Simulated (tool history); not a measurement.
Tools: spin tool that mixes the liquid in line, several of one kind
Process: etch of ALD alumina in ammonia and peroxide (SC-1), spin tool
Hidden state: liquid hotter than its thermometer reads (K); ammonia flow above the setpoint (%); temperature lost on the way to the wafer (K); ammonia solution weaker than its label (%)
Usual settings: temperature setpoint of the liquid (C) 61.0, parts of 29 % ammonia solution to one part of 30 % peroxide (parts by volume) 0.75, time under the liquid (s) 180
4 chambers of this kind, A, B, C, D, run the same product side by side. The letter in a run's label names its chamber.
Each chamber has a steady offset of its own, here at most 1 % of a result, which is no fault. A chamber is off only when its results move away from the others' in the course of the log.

| run | hour | temperature setpoint of the liquid (C) | parts of 29 % ammonia solution to one part of 30 % peroxide (parts by volume) | time under the liquid (s) | hours since the thermometer was replaced | hours since the ammonia flow meter was replaced | hours since the heated supply line was repaired | hours since the drum of ammonia solution was connected | read-back film thickness of the ALD alumina reference wafer, read on the same gauge (nm) | thickness taken off the ALD alumina on a monitor wafer (angstrom) |
|---|---|---|---|---|---|---|---|---|---|---|
| 1B | 9.9 | 61.0 | 0.75 | 180 | 85.9 | 1331.8 | 190.8 | 290.9 | 109.96 | 217.770 |
| 2A | 17.1 | 61.0 | 0.75 | 180 | 689.5 | 1097.1 | 1344.4 | 1090.9 | 110.00 | 219.500 |
| 3C | 25.0 | 61.0 | 0.75 | 180 | 1245.8 | 551.5 | 71.4 | 67.3 | 109.99 | 219.630 |
| 4D | 37.2 | 61.0 | 0.75 | 180 | 1981.7 | 1009.7 | 225.0 | 503.7 | 109.99 | 216.500 |
|  | 38.3 | chamber C: ammonia flow meter replaced |
| 5C | 43.8 | 61.0 | 0.75 | 180 | 1264.6 | 5.5 | 90.2 | 86.1 | 110.02 | 220.400 |
| 6A | 56.7 | 61.0 | 0.75 | 180 | 729.1 | 1136.7 | 1384.0 | 1130.5 | 109.98 | 220.810 |
| 7D | 70.2 | 61.0 | 0.75 | 180 | 2014.7 | 1042.7 | 258.0 | 536.7 | 109.98 | 220.120 |
| 8B | 81.0 | 61.0 | 0.75 | 180 | 157.0 | 1402.9 | 261.9 | 362.0 | 110.00 | 216.250 |
| 9B | 91.5 | 52.5 | 0.40 | 180 | 167.5 | 1413.4 | 272.4 | 372.5 | 110.02 | 130.790 |
| 10C | 103.3 | 52.5 | 0.40 | 180 | 1324.1 | 65.0 | 149.7 | 145.6 | 109.98 | 134.880 |
| 11A | 114.6 | 52.5 | 0.40 | 180 | 787.0 | 1194.6 | 1441.9 | 1188.4 | 110.02 | 132.960 |
|  | 125.4 | chamber A: new drum of ammonia solution connected |
| 12D | 125.4 | 52.5 | 0.40 | 180 | 2069.9 | 1097.9 | 313.2 | 591.9 | 109.98 | 131.390 |
| 13A | 132.3 | 61.0 | 0.75 | 180 | 804.7 | 1212.3 | 1459.6 | 7.0 | 110.02 | 218.130 |
| 14B | 140.0 | 61.0 | 0.75 | 180 | 216.0 | 1461.9 | 320.9 | 421.0 | 109.98 | 217.770 |
| 15D | 150.3 | 57.0 | 0.75 | 180 | 2094.8 | 1122.8 | 338.1 | 616.8 | 110.01 | 178.440 |
|  | 163.8 | chamber D: new drum of ammonia solution connected |
| 16C | 164.2 | 57.0 | 0.75 | 180 | 1385.0 | 125.9 | 210.6 | 206.5 | 109.99 | 183.200 |
| 17A | 175.1 | 57.0 | 0.75 | 180 | 847.5 | 1255.1 | 1502.4 | 49.8 | 110.04 | 177.810 |
| 18C | 183.8 | 57.0 | 0.75 | 180 | 1404.6 | 145.5 | 230.2 | 226.1 | 109.97 | 186.570 |
|  | 193.3 | chamber D: thermometer replaced |
| 19D | 195.6 | 61.0 | 0.75 | 180 | 2.4 | 1168.1 | 383.4 | 31.9 | 110.01 | 220.370 |
| 20B | 204.5 | 61.0 | 0.75 | 180 | 280.5 | 1526.4 | 385.4 | 485.5 | 110.01 | 217.900 |
| 21D | 218.7 | 61.0 | 0.75 | 180 | 25.5 | 1191.2 | 406.5 | 55.0 | 110.00 | 218.700 |
| 22A | 228.4 | 61.0 | 0.75 | 80 | 900.8 | 1308.4 | 1555.7 | 103.1 | 109.99 | 98.584 |
| 23C | 240.5 | 61.0 | 0.75 | 80 | 1461.3 | 202.2 | 286.9 | 282.8 | 110.03 | 102.000 |
|  | 242.9 | chamber A: heated supply line repaired |
| 24B | 249.1 | 61.0 | 0.75 | 80 | 325.1 | 1571.0 | 430.0 | 530.1 | 110.01 | 95.724 |
| 25B | 260.3 | 61.0 | 0.75 | 80 | 336.3 | 1582.2 | 441.2 | 541.3 | 109.97 | 96.682 |
| 26A | 268.0 | 61.0 | 0.75 | 130 | 940.4 | 1348.0 | 25.1 | 142.7 | 110.03 | 159.940 |
| 27D | 278.8 | 61.0 | 0.75 | 130 | 85.6 | 1251.3 | 466.6 | 115.1 | 109.98 | 157.730 |
| 28C | 289.2 | 61.0 | 0.75 | 130 | 1510.0 | 250.9 | 335.6 | 331.5 | 110.00 | 167.750 |
| 29C | 301.9 | 61.0 | 0.75 | 130 | 1522.7 | 263.6 | 348.3 | 344.2 | 110.04 | 166.820 |
| 30A | 315.8 | 61.0 | 0.75 | 180 | 988.2 | 1395.8 | 72.9 | 190.5 | 110.02 | 219.240 |
| 31B | 323.3 | 70.0 | 0.75 | 85 | 399.3 | 1645.2 | 504.2 | 604.3 | 110.00 | 161.140 |
| 32D | 337.1 | 70.0 | 0.75 | 85 | 143.9 | 1309.6 | 524.9 | 173.4 | 110.02 | 162.180 |
|  | 346.1 | chamber A: thermometer replaced |
| 33A | 351.4 | 70.0 | 0.75 | 85 | 5.3 | 1431.4 | 108.5 | 226.1 | 110.02 | 159.190 |
| 34B | 361.3 | 70.0 | 0.75 | 85 | 437.3 | 1683.2 | 542.2 | 642.3 | 109.99 | 158.980 |

Next, every chamber runs the same settings. What will each give?
| 35A | 371.5 | 61.0 | 0.75 | 180 |  |  |  |  |  | ? |
| 35B | 371.5 | 61.0 | 0.75 | 180 |  |  |  |  |  | ? |
| 35C | 371.5 | 61.0 | 0.75 | 180 |  |  |  |  |  | ? |
| 35D | 371.5 | 61.0 | 0.75 | 180 |  |  |  |  |  | ? |

| run | thickness taken off the ALD alumina on a monitor wafer (angstrom) |
|---|---|
| 35A | 218.800 |
| 35B | 217.030 |
| 35C | 235.570 |
| 35D | 218.450 |

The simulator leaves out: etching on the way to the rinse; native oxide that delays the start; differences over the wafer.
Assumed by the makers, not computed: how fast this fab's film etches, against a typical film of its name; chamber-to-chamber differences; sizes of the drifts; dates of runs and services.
